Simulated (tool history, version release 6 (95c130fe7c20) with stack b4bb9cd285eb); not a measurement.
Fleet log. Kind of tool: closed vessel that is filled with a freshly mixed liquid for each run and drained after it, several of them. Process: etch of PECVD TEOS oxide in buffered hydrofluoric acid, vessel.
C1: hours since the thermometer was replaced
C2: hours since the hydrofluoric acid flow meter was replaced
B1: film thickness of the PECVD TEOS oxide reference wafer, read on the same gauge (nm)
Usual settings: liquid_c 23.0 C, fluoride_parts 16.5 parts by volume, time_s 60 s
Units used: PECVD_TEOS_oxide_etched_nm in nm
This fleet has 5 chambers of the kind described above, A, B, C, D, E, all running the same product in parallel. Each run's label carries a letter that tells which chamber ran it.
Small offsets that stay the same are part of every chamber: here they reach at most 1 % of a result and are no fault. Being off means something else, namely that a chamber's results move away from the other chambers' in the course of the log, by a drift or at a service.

{"run": "1A", "day": 0.283, "liquid_c": 23.0, "fluoride_parts": 16.5, "time_s": 60, "C1": 106.9, "C2": 159.2, "B1": 139.96, "PECVD_TEOS_oxide_etched_nm": 58.756}
{"run": "2E", "day": 0.438, "liquid_c": 23.0, "fluoride_parts": 16.5, "time_s": 60, "C1": 63.7, "C2": 511.2, "B1": 140.01, "PECVD_TEOS_oxide_etched_nm": 59.908}
{"run": "3C", "day": 0.683, "liquid_c": 23.0, "fluoride_parts": 16.5, "time_s": 60, "C1": 452.5, "C2": 304.9, "B1": 140.05, "PECVD_TEOS_oxide_etched_nm": 59.187}
{"run": "4D", "day": 0.942, "liquid_c": 23.0, "fluoride_parts": 16.5, "time_s": 60, "C1": 1237.8, "C2": 424.8, "B1": 140.0, "PECVD_TEOS_oxide_etched_nm": 59.416}
{"run": "5B", "day": 1.167, "liquid_c": 23.0, "fluoride_parts": 16.5, "time_s": 60, "C1": 1594.7, "C2": 370.7, "B1": 139.96, "PECVD_TEOS_oxide_etched_nm": 59.881}
{"run": "6A", "day": 1.471, "liquid_c": 23.0, "fluoride_parts": 16.5, "time_s": 60, "C1": 135.4, "C2": 187.7, "B1": 140.02, "PECVD_TEOS_oxide_etched_nm": 57.264}
{"run": "7E", "day": 1.742, "liquid_c": 20.5, "fluoride_parts": 20.0, "time_s": 60, "C1": 95.0, "C2": 542.5, "B1": 140.01, "PECVD_TEOS_oxide_etched_nm": 43.089}
{"run": "8B", "day": 2.062, "liquid_c": 20.5, "fluoride_parts": 20.0, "time_s": 60, "C1": 1616.2, "C2": 392.2, "B1": 140.01, "PECVD_TEOS_oxide_etched_nm": 42.147}
{"run": "9D", "day": 2.325, "liquid_c": 20.5, "fluoride_parts": 20.0, "time_s": 60, "C1": 1271.0, "C2": 458.0, "B1": 140.02, "PECVD_TEOS_oxide_etched_nm": 41.927}
{"run": "10C", "day": 2.492, "liquid_c": 20.5, "fluoride_parts": 20.0, "time_s": 60, "C1": 495.9, "C2": 348.3, "B1": 139.99, "PECVD_TEOS_oxide_etched_nm": 42.739}
{"run": "11B", "day": 2.638, "liquid_c": 20.5, "fluoride_parts": 20.0, "time_s": 60, "C1": 1630.0, "C2": 406.0, "B1": 139.97, "PECVD_TEOS_oxide_etched_nm": 41.724}
{"run": "12D", "day": 2.938, "liquid_c": 23.0, "fluoride_parts": 16.5, "time_s": 60, "C1": 1285.7, "C2": 472.7, "B1": 139.93, "PECVD_TEOS_oxide_etched_nm": 58.418}
{"run": "13A", "day": 3.121, "liquid_c": 23.0, "fluoride_parts": 16.5, "time_s": 60, "C1": 175.0, "C2": 227.3, "B1": 140.0, "PECVD_TEOS_oxide_etched_nm": 58.261}
{"run": "14C", "day": 3.321, "liquid_c": 23.0, "fluoride_parts": 16.5, "time_s": 60, "C1": 515.8, "C2": 368.2, "B1": 139.97, "PECVD_TEOS_oxide_etched_nm": 58.575}
{"run": "15E", "day": 3.471, "liquid_c": 23.0, "fluoride_parts": 16.5, "time_s": 60, "C1": 136.5, "C2": 584.0, "B1": 139.98, "PECVD_TEOS_oxide_etched_nm": 59.146}
{"run": "16E", "day": 3.754, "liquid_c": 23.0, "fluoride_parts": 16.5, "time_s": 60, "C1": 143.3, "C2": 590.8, "B1": 140.02, "PECVD_TEOS_oxide_etched_nm": 58.752}
{"run": "17A", "day": 3.95, "liquid_c": 23.0, "fluoride_parts": 16.5, "time_s": 60, "C1": 194.9, "C2": 247.2, "B1": 139.93, "PECVD_TEOS_oxide_etched_nm": 57.734}
{"run": "18B", "day": 4.158, "liquid_c": 23.0, "fluoride_parts": 16.5, "time_s": 60, "C1": 1666.5, "C2": 442.5, "B1": 140.0, "PECVD_TEOS_oxide_etched_nm": 58.137}
{"run": "19C", "day": 4.421, "liquid_c": 23.0, "fluoride_parts": 16.5, "time_s": 60, "C1": 542.2, "C2": 394.6, "B1": 140.01, "PECVD_TEOS_oxide_etched_nm": 58.715}
{"run": "20D", "day": 4.604, "liquid_c": 23.0, "fluoride_parts": 16.5, "time_s": 60, "C1": 1325.7, "C2": 512.7, "B1": 140.0, "PECVD_TEOS_oxide_etched_nm": 58.518}
{"run": "21D", "day": 4.908, "liquid_c": 23.0, "fluoride_parts": 16.5, "time_s": 60, "C1": 1333.0, "C2": 520.0, "B1": 139.99, "PECVD_TEOS_oxide_etched_nm": 58.676}
{"run": "22B", "day": 5.188, "liquid_c": 23.0, "fluoride_parts": 16.5, "time_s": 60, "C1": 1691.2, "C2": 467.2, "B1": 140.01, "PECVD_TEOS_oxide_etched_nm": 58.037}
{"run": "23E", "day": 5.383, "liquid_c": 27.0, "fluoride_parts": 16.5, "time_s": 40, "C1": 182.4, "C2": 629.9, "B1": 140.05, "PECVD_TEOS_oxide_etched_nm": 48.433}
{"run": "24C", "day": 5.617, "liquid_c": 27.0, "fluoride_parts": 16.5, "time_s": 40, "C1": 570.9, "C2": 423.3, "B1": 139.99, "PECVD_TEOS_oxide_etched_nm": 48.492}
{"run": "25A", "day": 5.767, "liquid_c": 27.0, "fluoride_parts": 16.5, "time_s": 40, "C1": 238.5, "C2": 290.8, "B1": 140.02, "PECVD_TEOS_oxide_etched_nm": 48.691}
{"run": "26C", "day": 5.988, "liquid_c": 27.0, "fluoride_parts": 16.5, "time_s": 40, "C1": 579.8, "C2": 432.2, "B1": 140.02, "PECVD_TEOS_oxide_etched_nm": 48.793}
{"run": "27A", "day": 6.292, "liquid_c": 27.0, "fluoride_parts": 16.5, "time_s": 40, "C1": 251.1, "C2": 303.4, "B1": 139.98, "PECVD_TEOS_oxide_etched_nm": 48.868}
{"run": "28E", "day": 6.596, "liquid_c": 23.0, "fluoride_parts": 16.5, "time_s": 60, "C1": 211.5, "C2": 659.0, "B1": 139.99, "PECVD_TEOS_oxide_etched_nm": 60.136}
{"run": "29D", "day": 6.804, "liquid_c": 23.0, "fluoride_parts": 16.5, "time_s": 60, "C1": 1378.5, "C2": 565.5, "B1": 140.07, "PECVD_TEOS_oxide_etched_nm": 57.84}
{"run": "30B", "day": 7.058, "liquid_c": 23.0, "fluoride_parts": 16.5, "time_s": 60, "C1": 1736.1, "C2": 512.1, "B1": 139.98, "PECVD_TEOS_oxide_etched_nm": 58.44}
{"run": "31B", "day": 7.283, "liquid_c": 23.0, "fluoride_parts": 16.5, "time_s": 60, "C1": 1741.5, "C2": 517.5, "B1": 140.05, "PECVD_TEOS_oxide_etched_nm": 58.926}
{"run": "32D", "day": 7.529, "liquid_c": 23.0, "fluoride_parts": 16.5, "time_s": 60, "C1": 1395.9, "C2": 582.9, "B1": 139.99, "PECVD_TEOS_oxide_etched_nm": 59.034}
{"run": "33C", "day": 7.704, "liquid_c": 23.0, "fluoride_parts": 16.5, "time_s": 60, "C1": 621.0, "C2": 473.4, "B1": 139.94, "PECVD_TEOS_oxide_etched_nm": 57.917}
{"run": "34E", "day": 8.0, "liquid_c": 23.0, "fluoride_parts": 21.0, "time_s": 60, "C1": 245.2, "C2": 692.7, "B1": 140.02, "PECVD_TEOS_oxide_etched_nm": 46.692}
{"run": "35A", "day": 8.304, "liquid_c": 23.0, "fluoride_parts": 21.0, "time_s": 60, "C1": 299.4, "C2": 351.7, "B1": 139.97, "PECVD_TEOS_oxide_etched_nm": 45.723}
{"run": "36A", "day": 8.533, "liquid_c": 23.0, "fluoride_parts": 21.0, "time_s": 60, "C1": 304.9, "C2": 357.2, "B1": 139.98, "PECVD_TEOS_oxide_etched_nm": 47.402}
{"run": "37E", "day": 8.742, "liquid_c": 23.0, "fluoride_parts": 21.0, "time_s": 60, "C1": 263.0, "C2": 710.5, "B1": 139.98, "PECVD_TEOS_oxide_etched_nm": 47.51}

Does one chamber stand apart from the rest, does the shared gauge drift, or is all well apart from small per-chamber offsets? Give the chamber and the most likely cause, where there is one.

No chamber stands off beyond its own small offset, and the gauge holds steady.

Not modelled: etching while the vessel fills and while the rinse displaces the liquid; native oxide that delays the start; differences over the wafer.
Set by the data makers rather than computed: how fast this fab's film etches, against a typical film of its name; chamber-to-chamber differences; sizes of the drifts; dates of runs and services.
